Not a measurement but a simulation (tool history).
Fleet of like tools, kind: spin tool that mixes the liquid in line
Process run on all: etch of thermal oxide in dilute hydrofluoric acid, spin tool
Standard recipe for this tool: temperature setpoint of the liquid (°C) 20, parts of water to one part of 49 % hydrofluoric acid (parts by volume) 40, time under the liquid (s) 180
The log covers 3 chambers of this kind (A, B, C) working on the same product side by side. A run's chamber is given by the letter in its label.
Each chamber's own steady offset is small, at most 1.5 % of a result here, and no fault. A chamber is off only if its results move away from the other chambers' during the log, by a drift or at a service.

run,hour,temperature setpoint of the liquid (°C),parts of water to one part of 49 % hydrofluoric acid (parts by volume),time under the liquid (s),"read-back film thickness of the thermal oxide reference wafer, read on the same gauge (nm)",thickness taken off the thermal oxide on a monitor wafer (nm)
1C,4.7,20,40,180,130,18.915
2A,13.4,20,40,180,129.96,18.984
3B,22.8,20,40,180,130.01,19.071
4A,32.6,20,40,180,129.99,19.04
5B,37.6,20,40,180,130,19.014
6C,44.7,20,40,180,130.01,18.881
7A,53.6,20,40,180,130.01,18.843
8B,58.6,20,40,180,130.02,18.948
9C,63.5,20,40,180,130,18.898
10C,68.5,20,55,180,130.01,13.419
11B,73.3,20,55,180,130.01,13.492
12A,82.8,20,55,180,130.01,13.574
13C,92.7,18,40,180,130.04,17.427
# hour 96.5: chamber C: thermometer replaced
14B,102.4,18,40,180,129.98,16.952
15A,110.3,18,40,180,130.01,17.285
16B,117,20,40,245,130.01,24.97
17A,125.2,20,40,245,130.03,25.802
18C,130.8,20,40,245,130.01,26.153
19C,137.9,20,40,180,129.99,18.953
20B,144.4,20,40,180,129.98,18.294
21A,151.3,20,50,180,130,14.923
22B,158.5,20,50,180,130,14.22
23A,166.1,20,50,180,130.02,14.951

Predict what each chamber gives when all 3 of them run the settings below next.
24A,173.2,20,40,180,,?
24B,173.2,20,40,180,,?
24C,173.2,20,40,180,,?

run,thickness taken off the thermal oxide on a monitor wafer (nm)
24A,19.19
24B,17.949
24C,18.919
